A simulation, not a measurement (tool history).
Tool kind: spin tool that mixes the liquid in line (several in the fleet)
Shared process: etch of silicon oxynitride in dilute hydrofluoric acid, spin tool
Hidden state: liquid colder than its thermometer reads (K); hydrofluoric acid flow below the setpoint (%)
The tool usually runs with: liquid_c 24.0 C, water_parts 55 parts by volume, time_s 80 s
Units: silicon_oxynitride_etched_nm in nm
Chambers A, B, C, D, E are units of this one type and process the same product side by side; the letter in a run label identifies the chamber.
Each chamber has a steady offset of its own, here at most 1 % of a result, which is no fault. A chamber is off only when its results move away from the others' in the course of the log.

run   hour  liquid_c  water_parts  time_s  hours since the thermometer was replaced  hours since the hydrofluoric acid flow meter was replaced  read-back film thickness of the silicon oxynitride reference wafer, read on the same gauge (nm)  silicon_oxynitride_etched_nm
 1A    8.2      24.0           55      80                                    1389.3                                                      701.8                                                                                           149.99                        4.8619
 2B   16.1      24.0           55      80                                    2325.2                                                      574.2                                                                                           149.98                        4.7894
 3E   20.2      24.0           55      80                                    2154.4                                                     1417.0                                                                                           150.00                        4.8221
 4C   27.3      24.0           55      80                                     331.9                                                     1124.4                                                                                           150.01                        4.7584
 5D   31.5      19.5           55     110                                     278.8                                                      226.5                                                                                           150.00                        5.3128
      33.1  -- chamber E: hydrofluoric acid flow meter replaced
 6C   40.1      19.5           55     110                                     344.7                                                     1137.2                                                                                           149.98                        5.2043
 7B   46.7      19.5           55     110                                    2355.8                                                      604.8                                                                                           150.05                        5.2700
 8E   51.2      19.5           55     110                                    2185.4                                                       18.1                                                                                           149.97                        5.3409
 9D   59.5      19.5           55     110                                     306.8                                                      254.5                                                                                           150.01                        5.2636
10A   65.5      19.0           55      80                                    1446.6                                                      759.1                                                                                           149.98                        3.7645
11C   72.0      19.0           55      80                                     376.6                                                     1169.1                                                                                           150.01                        3.7211
12D   77.1      19.0           55      80                                     324.4                                                      272.1                                                                                           150.00                        3.7406
13E   82.5      19.0           55      80                                    2216.7                                                       49.4                                                                                           150.02                        3.7868
14B   89.2      19.0           55      80                                    2398.3                                                      647.3                                                                                           150.00                        3.7639
15A   95.4      24.0           55      80                                    1476.5                                                      789.0                                                                                           150.03                        4.8182
16C  101.5      24.0           55      80                                     406.1                                                     1198.6                                                                                           150.00                        4.7498
17D  106.2      24.0           55      80                                     353.5                                                      301.2                                                                                           149.99                        4.7732
18A  111.2      24.0           55      80                                    1492.3                                                      804.8                                                                                           149.98                        4.8329
19B  117.4      24.0           55      80                                    2426.5                                                      675.5                                                                                           150.01                        4.7919
20E  125.1      24.0           55      80                                    2259.3                                                       92.0                                                                                           149.99                        4.8770
21A  133.3      24.0           55      80                                    1514.4                                                      826.9                                                                                           150.00                        4.8198
22B  139.8      24.0           55      80                                    2448.9                                                      697.9                                                                                           149.98                        4.7953
23E  148.5      24.0           55      80                                    2282.7                                                      115.4                                                                                           150.01                        4.8682
24C  155.1      24.0           55      80                                     459.7                                                     1252.2                                                                                           150.03                        4.8016
25D  162.3      24.0           55      80                                     409.6                                                      357.3                                                                                           150.02                        4.7488
26D  171.1      24.0           55      80                                     418.4                                                      366.1                                                                                           150.00                        4.7477
27A  178.8      24.0           55      80                                    1559.9                                                      872.4                                                                                           149.99                        4.8162
     183.4  -- chamber C: thermometer replaced
28E  185.8      24.0           55     125                                    2320.0                                                      152.7                                                                                           150.01                        7.5527
29C  193.3      24.0           55     125                                       9.9                                                     1290.4                                                                                           150.00                        7.5432
30B  201.9      24.0           55     125                                    2511.0                                                      760.0                                                                                           150.01                        7.4559
31B  206.7      24.0           55     125                                    2515.8                                                      764.8                                                                                           150.03                        7.5026
32E  214.1      24.0           55     125                                    2348.3                                                      181.0                                                                                           149.99                        7.5572
33C  219.9      24.0           55      80                                      36.5                                                     1317.0                                                                                           149.98                        4.8080
34D  223.9      24.0           55     120                                     471.2                                                      418.9                                                                                           149.99                        7.0982
35A  230.4      24.0           55     120                                    1611.5                                                      924.0                                                                                           149.99                        7.2533
36A  237.7      24.0           55     120                                    1618.8                                                      931.3                                                                                           150.01                        7.2040
37E  245.7      24.0           55     120                                    2379.9                                                      212.6                                                                                           150.01                        7.2460
38D  249.8      24.0           55     120                                     497.1                                                      444.8                                                                                           149.99                        7.0452

Is one chamber off against the others, does the gauge drift, or is nothing wrong? If a chamber is off, say which, and what the likeliest cause is.

Chamber D drifts away from the others.
What lies behind it: liquid colder than its thermometer reads (K) = 0.584.
From this log alone, it may not be told apart from: hydrofluoric acid flow below the setpoint (%).

Here are 4 candidates for chamber D's next run, each the usual settings with a change, their results left as question marks. Which one brings its results back in line with what the others give on the usual settings?
In line means no further than this from the other chambers' mean on the usual settings: silicon_oxynitride_etched_nm 0.0720 nm
39D-1  256.3      23.0           55      80                                                                                                                                                                                                                                   ?
39D-2  256.3      25.0           55      80                                                                                                                                                                                                                                   ?
39D-3  256.3      23.5           55      80                                                                                                                                                                                                                                   ?
39D-4  256.3      24.5           55      80                                                                                                                                                                                                                                   ?

Usual-settings mean across the other chambers: silicon_oxynitride_etched_nm 4.8045 nm
  run  silicon_oxynitride_etched_nm
39D-1                        4.4659
39D-2                        4.9289
39D-3                        4.5769
39D-4                        4.8084
The right change is 39D-4: it brings the chamber back within the allowed miss of the others.
